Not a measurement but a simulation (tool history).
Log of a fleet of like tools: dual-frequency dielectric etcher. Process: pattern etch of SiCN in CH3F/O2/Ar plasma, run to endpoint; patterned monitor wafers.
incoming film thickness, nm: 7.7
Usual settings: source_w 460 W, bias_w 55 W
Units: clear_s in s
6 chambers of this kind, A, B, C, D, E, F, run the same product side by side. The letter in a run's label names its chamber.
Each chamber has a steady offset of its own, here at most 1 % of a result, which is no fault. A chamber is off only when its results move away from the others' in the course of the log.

| run | hour | source_w | bias_w | clear_s |
|---|---|---|---|---|
| 1D | 2.2 | 460 | 55 | 21.296 |
| 2A | 4.5 | 460 | 55 | 21.059 |
| 3C | 7.6 | 460 | 55 | 21.537 |
| 4B | 10.6 | 460 | 55 | 21.083 |
| 5E | 15.1 | 460 | 55 | 21.41 |
| 6F | 19.5 | 400 | 50 | 23.121 |
| 7E | 23.7 | 400 | 50 | 23.502 |
| 8B | 28.2 | 400 | 50 | 23.041 |
| 9F | 31.8 | 400 | 50 | 23.292 |
| 10A | 33.9 | 400 | 50 | 23.133 |
| 11C | 36.6 | 400 | 50 | 23.435 |
| 12D | 40.4 | 460 | 55 | 20.949 |
| 13C | 44.4 | 460 | 55 | 21.253 |
| 14B | 47.8 | 460 | 55 | 21.011 |
| 15E | 49.9 | 460 | 55 | 21.612 |
| 16D | 53.2 | 460 | 55 | 21.23 |
| 17F | 57.2 | 420 | 67 | 20.82 |
| 18A | 59.8 | 420 | 67 | 20.608 |
| 19E | 62 | 420 | 67 | 21.124 |
| 20B | 66 | 420 | 67 | 19.849 |
| 21C | 68.1 | 420 | 67 | 20.783 |
| 22F | 71.3 | 420 | 67 | 20.751 |
| 23A | 75.9 | 460 | 55 | 21.575 |
| 24D | 80.4 | 460 | 55 | 21.287 |
| 25E | 84.9 | 460 | 55 | 21.375 |
| 26D | 87.1 | 460 | 55 | 21.43 |
| 27C | 90.3 | 460 | 55 | 21.239 |
| 28B | 94.7 | 460 | 55 | 20.796 |
| 29F | 97.8 | 460 | 55 | 21.415 |
| 30A | 100 | 460 | 55 | 21.399 |
| 31F | 104.5 | 460 | 55 | 21.372 |
| 32A | 107 | 460 | 55 | 21.41 |
| 33E | 110 | 540 | 66 | 18.858 |
| 34B | 112.4 | 540 | 66 | 18.301 |
|  | 114.8 | chamber F: wet clean of the chamber |
| 35C | 116.3 | 540 | 66 | 19.014 |
| 36D | 119.8 | 540 | 66 | 19.017 |
| 37E | 122.4 | 540 | 66 | 18.783 |
| 38B | 125.9 | 540 | 66 | 17.882 |
| 39F | 128.1 | 460 | 55 | 21.523 |
| 40C | 131.1 | 460 | 55 | 21.096 |
| 41A | 133.2 | 460 | 55 | 21.072 |

Next, every chamber runs the same settings. What will each give?
| 42A | 136.5 | 560 | 55 | ? |
| 42B | 136.5 | 560 | 55 | ? |
| 42C | 136.5 | 560 | 55 | ? |
| 42D | 136.5 | 560 | 55 | ? |
| 42E | 136.5 | 560 | 55 | ? |
| 42F | 136.5 | 560 | 55 | ? |

| run | clear_s |
|---|---|
| 42A | 19.618 |
| 42B | 18.496 |
| 42C | 19.599 |
| 42D | 19.865 |
| 42E | 19.881 |
| 42F | 19.98 |

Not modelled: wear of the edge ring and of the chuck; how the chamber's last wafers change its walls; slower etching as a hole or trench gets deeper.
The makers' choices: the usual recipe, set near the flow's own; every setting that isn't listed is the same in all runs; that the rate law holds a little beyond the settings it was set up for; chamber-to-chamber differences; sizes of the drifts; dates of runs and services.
